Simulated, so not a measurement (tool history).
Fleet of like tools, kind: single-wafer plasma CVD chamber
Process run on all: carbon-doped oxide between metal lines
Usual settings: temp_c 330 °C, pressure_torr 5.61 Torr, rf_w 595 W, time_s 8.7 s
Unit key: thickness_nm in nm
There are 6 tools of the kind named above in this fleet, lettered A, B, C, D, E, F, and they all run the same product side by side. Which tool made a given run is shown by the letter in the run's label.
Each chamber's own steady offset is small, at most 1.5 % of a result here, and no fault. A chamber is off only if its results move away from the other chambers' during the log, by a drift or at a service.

run     day  temp_c  pressure_torr  rf_w  time_s  hours since the last thermocouple change  hours since the last RF generator calibration  hours since the last manometer calibration  read-back reference wafer on the same gauge, thickness_nm  thickness_nm
 1E   0.388     330           5.61   595     8.7                                     169.7                                            426                                      1157.8                                                     62.905        54.208
 2C   0.775     330           5.61   595     8.7                                    1209.9                                           1364                                      1101.4                                                     62.912        54.822
 3B   1.158     330           5.61   595     8.7                                     147.5                                         1638.3                                        66.4                                                      62.93        55.299
      1.242  -- chamber A: capacitance manometer re-zeroed and calibrated
 4A   1.421     330           5.61   595     8.7                                    2215.9                                          274.8                                         4.3                                                     62.916        54.524
 5F   1.662     330           5.61   595     8.7                                     475.5                                          664.8                                        2361                                                     62.918        54.294
      1.892  -- chamber C: thermocouple changed; heater temperature recalibrated
        2.1  -- chamber A: thermocouple changed; heater temperature recalibrated
 6D   2.146     330           5.61   595     8.7                                    1202.5                                          728.1                                       697.5                                                     62.883        54.529
 7E   2.662     330           5.61   595     8.7                                     224.3                                          480.6                                      1212.4                                                     62.946        54.327
 8D   3.104     330           5.61   595     8.7                                    1225.5                                          751.1                                       720.5                                                     62.915        54.666
 9A   3.654     330           5.61   595    9.74                                      37.3                                          328.4                                        57.9                                                     62.938        61.212
10C   4.092     330           5.61   595    9.74                                      52.9                                         1443.6                                        1181                                                      62.86        61.337
11F     4.4     330           5.61   595    9.74                                     541.2                                          730.5                                      2426.7                                                     62.892        60.372
12B   4.912     330           5.61   595    9.74                                     237.6                                         1728.4                                       156.5                                                     62.902        61.808
13F   5.292     330           5.61   595    9.74                                     562.6                                          751.9                                      2448.1                                                     62.913         60.49
14E   5.775     330           5.61   595    9.74                                       299                                          555.3                                      1287.1                                                       62.9        60.387
15A   6.079     330           5.61   595     8.7                                      95.5                                          386.6                                       116.1                                                     62.928        54.894
16B   6.338     330           5.61   595     8.7                                     271.8                                         1762.6                                       190.7                                                     62.907        55.348
17C   6.854     330           5.61   595     8.7                                     119.2                                         1509.9                                      1247.3                                                     62.869        54.711
18D   7.388     330           5.61   595     8.7                                    1328.3                                          853.9                                       823.3                                                     62.903        54.646
19F   7.746     330           5.61   595     8.7                                     621.5                                          810.8                                        2507                                                     62.905        54.319
20E   8.208     330           5.61   595     8.7                                     357.4                                          613.7                                      1345.5                                                     62.928        54.303
21A   8.696     330           5.61   595     8.7                                     158.3                                          449.4                                       178.9                                                     62.876        54.844
      8.779  -- chamber D: RF generator calibrated
22C   9.208     330           4.87   485     8.7                                     175.7                                         1566.4                                      1303.8                                                     62.901         47.53
23B   9.596     330           4.87   485     8.7                                       350                                         1840.8                                       268.9                                                     62.884        47.514
24D  10.058     330           4.87   485     8.7                                    1392.4                                           30.7                                       887.4                                                     62.871        47.188
25F    10.3     330           4.87   485     8.7                                     682.8                                          872.1                                      2568.3                                                     62.906        46.916
26A    10.6     330           4.87   485     8.7                                       204                                          495.1                                       224.6                                                     62.891        47.236
27B   11.05     330           4.87   485     8.7                                     384.9                                         1875.7                                       303.8                                                     62.878        47.527
28C  11.612     344           5.61   510     8.7                                     233.4                                         1624.1                                      1361.5                                                     62.882        47.743
29D  11.979     344           5.61   510     8.7                                    1438.5                                           76.8                                       933.5                                                     62.876         47.42
30E  12.304     344           5.61   510     8.7                                     455.7                                            712                                      1443.8                                                     62.882        47.034
31C  12.675     344           5.61   510     8.7                                     258.9                                         1649.6                                        1387                                                     62.898        47.786
32A  13.062     344           5.61   510     8.7                                     263.1                                          554.2                                       283.7                                                     62.906        47.579
33F  13.483     344           5.61   510     8.7                                     759.2                                          948.5                                      2644.7                                                     62.919        47.099
34E  13.783     330           5.61   595     8.7                                     491.2                                          747.5                                      1479.3                                                     62.922        54.177
      14.15  -- chamber B: RF generator calibrated
35B  14.329     330           5.61   595     8.7                                     463.6                                            4.3                                       382.5                                                     62.915          55.2
36D  14.654     330           5.61   595     8.7                                    1502.7                                            141                                       997.7                                                     62.916        54.696

Read the log: is a single chamber off, either drifting away or since a service, is the gauge that measures every chamber drifting, or is nothing wrong beyond small per-chamber offsets? Name any odd chamber and what most likely caused it.

Nothing is wrong: each chamber keeps only its own small, steady offset and the gauge holds still.
